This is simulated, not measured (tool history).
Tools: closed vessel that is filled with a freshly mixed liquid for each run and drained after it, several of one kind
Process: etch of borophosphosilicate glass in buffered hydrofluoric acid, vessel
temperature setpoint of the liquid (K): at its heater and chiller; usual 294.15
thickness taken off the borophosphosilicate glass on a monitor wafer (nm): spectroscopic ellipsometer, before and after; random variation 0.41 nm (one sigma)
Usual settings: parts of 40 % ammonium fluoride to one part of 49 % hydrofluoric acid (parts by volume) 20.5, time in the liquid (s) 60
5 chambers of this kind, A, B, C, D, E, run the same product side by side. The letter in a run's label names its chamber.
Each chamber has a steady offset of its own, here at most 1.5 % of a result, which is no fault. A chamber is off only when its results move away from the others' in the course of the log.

| run | hour | temperature setpoint of the liquid (K) | parts of 40 % ammonium fluoride to one part of 49 % hydrofluoric acid (parts by volume) | time in the liquid (s) | hours since the thermometer was replaced | hours since the hydrofluoric acid flow meter was replaced | read-back film thickness of the borophosphosilicate glass reference wafer, read on the same gauge (nm) | thickness taken off the borophosphosilicate glass on a monitor wafer (nm) |
|---|---|---|---|---|---|---|---|---|
| 1A | 6.7 | 294.15 | 20.5 | 60 | 323.8 | 940.6 | 140.02 | 47.357 |
| 2B | 13.4 | 294.15 | 20.5 | 60 | 562.2 | 1392.4 | 139.97 | 48.094 |
| 3E | 20.7 | 294.15 | 20.5 | 60 | 643.7 | 153.7 | 140.00 | 48.147 |
| 4C | 29.6 | 294.15 | 20.5 | 60 | 466.0 | 1648.8 | 140.02 | 48.884 |
| 5D | 35.7 | 294.15 | 20.5 | 60 | 261.0 | 196.8 | 140.00 | 47.891 |
| 6A | 40.8 | 294.15 | 20.5 | 60 | 357.9 | 974.7 | 139.97 | 48.249 |
| 7D | 47.9 | 294.15 | 20.5 | 60 | 273.2 | 209.0 | 140.03 | 47.769 |
| 8B | 55.1 | 294.15 | 20.5 | 60 | 603.9 | 1434.1 | 139.97 | 48.363 |
| 9E | 61.5 | 294.15 | 20.5 | 60 | 684.5 | 194.5 | 139.96 | 47.014 |
| 10C | 69.0 | 294.15 | 20.5 | 60 | 505.4 | 1688.2 | 139.97 | 47.830 |
| 11D | 76.8 | 294.15 | 20.5 | 60 | 302.1 | 237.9 | 139.98 | 48.148 |
| 12A | 83.4 | 294.15 | 20.5 | 60 | 400.5 | 1017.3 | 140.00 | 48.707 |
| 13B | 89.5 | 294.15 | 27.5 | 80 | 638.3 | 1468.5 | 140.05 | 52.171 |
| 14C | 94.0 | 294.15 | 27.5 | 80 | 530.4 | 1713.2 | 140.01 | 51.766 |
| 15E | 101.5 | 294.15 | 27.5 | 80 | 724.5 | 234.5 | 140.03 | 51.875 |
| 16D | 111.0 | 294.15 | 27.5 | 80 | 336.3 | 272.1 | 139.93 | 52.488 |
| 17B | 118.5 | 294.15 | 27.5 | 80 | 667.3 | 1497.5 | 140.01 | 52.024 |
| 18C | 123.8 | 294.15 | 20.5 | 60 | 560.2 | 1743.0 | 139.95 | 47.662 |
| 19E | 128.6 | 294.15 | 20.5 | 60 | 751.6 | 261.6 | 140.03 | 47.592 |
| 20A | 135.1 | 294.15 | 20.5 | 60 | 452.2 | 1069.0 | 139.97 | 48.447 |
| 21B | 140.3 | 294.15 | 20.5 | 60 | 689.1 | 1519.3 | 139.97 | 48.349 |
| 22A | 145.9 | 294.15 | 20.5 | 60 | 463.0 | 1079.8 | 140.01 | 47.849 |
| 23C | 151.6 | 294.15 | 15.5 | 60 | 588.0 | 1770.8 | 139.92 | 62.572 |
| 24D | 160.6 | 294.15 | 15.5 | 60 | 385.9 | 321.7 | 140.00 | 62.931 |
| 25E | 166.8 | 294.15 | 15.5 | 60 | 789.8 | 299.8 | 140.03 | 61.813 |
| 26D | 173.3 | 294.15 | 15.5 | 60 | 398.6 | 334.4 | 140.05 | 63.401 |
| 27C | 178.1 | 294.15 | 15.5 | 60 | 614.5 | 1797.3 | 139.99 | 62.758 |
| 28A | 182.8 | 294.15 | 20.5 | 60 | 499.9 | 1116.7 | 140.01 | 47.991 |
| 29B | 188.6 | 294.15 | 20.5 | 60 | 737.4 | 1567.6 | 140.02 | 47.674 |
| 30E | 193.2 | 292.15 | 20.5 | 45 | 816.2 | 326.2 | 139.98 | 31.851 |
| 31E | 201.6 | 292.15 | 20.5 | 45 | 824.6 | 334.6 | 140.03 | 31.946 |
| 32B | 205.7 | 292.15 | 20.5 | 45 | 754.5 | 1584.7 | 140.01 | 32.530 |
| 33C | 212.1 | 292.15 | 20.5 | 45 | 648.5 | 1831.3 | 139.99 | 31.166 |
| 34A | 216.7 | 292.15 | 20.5 | 45 | 533.8 | 1150.6 | 139.98 | 32.444 |
| 35D | 224.1 | 294.15 | 20.5 | 60 | 449.4 | 385.2 | 140.02 | 48.367 |
| 36B | 230.9 | 294.15 | 20.5 | 60 | 779.7 | 1609.9 | 140.06 | 48.040 |
| 37E | 235.2 | 294.15 | 20.5 | 60 | 858.2 | 368.2 | 140.00 | 47.575 |
| 38C | 239.6 | 294.15 | 20.5 | 75 | 676.0 | 1858.8 | 140.00 | 58.465 |
| 39A | 247.0 | 294.15 | 20.5 | 75 | 564.1 | 1180.9 | 139.96 | 60.785 |
| 40D | 255.9 | 294.15 | 20.5 | 75 | 481.2 | 417.0 | 139.99 | 60.845 |

All 5 chambers run these settings next. Forecast each chamber's results:
| 41A | 262.7 | 294.15 | 20.5 | 60 |  |  |  | ? |
| 41B | 262.7 | 294.15 | 20.5 | 60 |  |  |  | ? |
| 41C | 262.7 | 294.15 | 20.5 | 60 |  |  |  | ? |
| 41D | 262.7 | 294.15 | 20.5 | 60 |  |  |  | ? |
| 41E | 262.7 | 294.15 | 20.5 | 60 |  |  |  | ? |

| run | thickness taken off the borophosphosilicate glass on a monitor wafer (nm) |
|---|---|
| 41A | 47.826 |
| 41B | 47.699 |
| 41C | 46.516 |
| 41D | 47.937 |
| 41E | 47.477 |
